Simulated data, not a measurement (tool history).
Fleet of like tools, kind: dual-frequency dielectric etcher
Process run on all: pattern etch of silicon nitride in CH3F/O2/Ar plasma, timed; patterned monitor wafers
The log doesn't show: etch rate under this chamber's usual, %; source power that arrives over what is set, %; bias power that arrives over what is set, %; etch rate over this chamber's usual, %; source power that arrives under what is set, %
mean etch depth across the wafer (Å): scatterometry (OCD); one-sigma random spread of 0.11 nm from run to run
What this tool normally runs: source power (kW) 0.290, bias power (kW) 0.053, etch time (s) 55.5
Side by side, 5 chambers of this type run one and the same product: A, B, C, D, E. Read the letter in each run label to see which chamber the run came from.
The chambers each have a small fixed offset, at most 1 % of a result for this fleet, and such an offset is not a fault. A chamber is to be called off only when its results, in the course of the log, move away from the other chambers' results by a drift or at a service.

run   hour  source power (kW)  bias power (kW)  etch time (s)  hours since the last wet clean  hours since the last source power generator calibration  hours since the last bias power generator calibration  read-back reference wafer on the same gauge, depth_nm  mean etch depth across the wafer (Å)
 1B    6.6              0.290            0.053           55.5                           203.1                                                   2550.3                                                 2972.3                                                 32.301                                311.72
 2A   16.0              0.290            0.053           55.5                           233.5                                                   1143.8                                                 2425.4                                                 32.313                                312.09
 3C   28.5              0.290            0.053           55.5                           303.1                                                   2106.4                                                 3585.3                                                 32.290                                311.12
 4D   37.9              0.290            0.053           55.5                           290.4                                                   2315.0                                                  825.9                                                 32.311                                310.66
 5E   44.0              0.290            0.053           55.5                           463.6                                                   2656.3                                                 1404.8                                                 32.319                                312.44
 6C   50.5              0.290            0.053           69.0                           325.1                                                   2128.4                                                 3607.3                                                 32.299                                387.79
 7D   62.5              0.290            0.053           69.0                           315.0                                                   2339.6                                                  850.5                                                 32.288                                385.39
      74.5  -- chamber A: bias power generator calibrated
 8E   74.6              0.290            0.053           69.0                           494.2                                                   2686.9                                                 1435.4                                                 32.285                                389.55
 9B   84.4              0.290            0.053           69.0                           280.9                                                   2628.1                                                 3050.1                                                 32.291                                385.55
10A   92.7              0.290            0.053           69.0                           310.2                                                   1220.5                                                   18.2                                                 32.288                                389.16
11B   99.4              0.290            0.053           55.5                           295.9                                                   2643.1                                                 3065.1                                                 32.315                                310.11
12D  110.9              0.290            0.053           55.5                           363.4                                                   2388.0                                                  898.9                                                 32.283                                309.69
13C  122.7              0.290            0.053           55.5                           397.3                                                   2200.6                                                 3679.5                                                 32.318                                310.99
14E  131.3              0.290            0.053           55.5                           550.9                                                   2743.6                                                 1492.1                                                 32.308                                312.77
15A  138.5              0.290            0.053           55.5                           356.0                                                   1266.3                                                   64.0                                                 32.297                                310.57
     146.4  -- chamber B: wet clean of the chamber
16E  148.5              0.290            0.053           55.5                           568.1                                                   2760.8                                                 1509.3                                                 32.343                                312.73
17A  160.0              0.290            0.053           55.5                           377.5                                                   1287.8                                                   85.5                                                 32.258                                313.03
18B  167.2              0.290            0.053           55.5                            20.8                                                   2710.9                                                 3132.9                                                 32.278                                311.81
     172.3  -- chamber E: wet clean of the chamber
19C  177.9              0.290            0.044           48.5                           452.5                                                   2255.8                                                 3734.7                                                 32.308                                257.33
20D  187.2              0.290            0.044           48.5                           439.7                                                   2464.3                                                  975.2                                                 32.309                                255.41
21B  197.9              0.290            0.044           48.5                            51.5                                                   2741.6                                                 3163.6                                                 32.298                                256.97
22D  206.4              0.290            0.044           48.5                           458.9                                                   2483.5                                                  994.4                                                 32.274                                255.95
     213.8  -- chamber A: wet clean of the chamber
23E  215.3              0.290            0.044           48.5                            43.1                                                   2827.6                                                 1576.1                                                 32.281                                256.36
24A  222.2              0.290            0.053           55.5                             8.4                                                   1350.0                                                  147.7                                                 32.280                                310.25
25C  228.8              0.290            0.053           55.5                           503.4                                                   2306.7                                                 3785.6                                                 32.288                                311.80
26C  239.1              0.290            0.053           55.5                           513.7                                                   2317.0                                                 3795.9                                                 32.291                                313.14
     242.7  -- chamber D: wet clean of the chamber
27B  249.3              0.290            0.053           55.5                           102.9                                                   2793.0                                                 3215.0                                                 32.289                                313.03
28A  259.7              0.290            0.053           55.5                            45.9                                                   1387.5                                                  185.2                                                 32.318                                312.61
29D  269.2              0.290            0.053           55.5                            26.6                                                   2546.3                                                 1057.2                                                 32.308                                308.82
30E  278.1              0.290            0.053           55.5                           105.9                                                   2890.4                                                 1638.9                                                 32.287                                312.05
31A  290.4              0.290            0.053           55.5                            76.6                                                   1418.2                                                  215.9                                                 32.290                                313.40
32C  301.3              0.290            0.053           55.5                           575.9                                                   2379.2                                                 3858.1                                                 32.316                                310.31
33E  307.4              0.290            0.053           55.5                           135.2                                                   2919.7                                                 1668.2                                                 32.319                                313.50
34B  313.2              0.290            0.053           55.5                           166.8                                                   2856.9                                                 3278.9                                                 32.285                                311.14
35D  321.8              0.290            0.053           55.5                            79.2                                                   2598.9                                                 1109.8                                                 32.311                                309.73
36B  331.9              0.290            0.053           55.5                           185.5                                                   2875.6                                                 3297.6                                                 32.292                                310.15
37A  340.7              0.290            0.053           55.5                           126.9                                                   1468.5                                                  266.2                                                 32.322                                311.29
38E  349.3              0.290            0.053           55.5                           177.1                                                   2961.6                                                 1710.1                                                 32.281                                310.58
     359.2  -- chamber C: wet clean of the chamber
39D  360.6              0.290            0.053           55.5                           118.0                                                   2637.7                                                 1148.6                                                 32.296                                309.98
40C  366.4              0.290            0.058           55.5                             7.2                                                   2444.3                                                 3923.2                                                 32.312                                321.94
41D  374.5              0.290            0.058           55.5                           131.9                                                   2651.6                                                 1162.5                                                 32.294                                317.22

One chamber off, gauge drift, or nothing amiss beyond the chambers' own small offsets? If it is a chamber, which one, and what is the likeliest cause?

All chambers stay in line apart from their small fixed offsets, and the gauge does not drift.
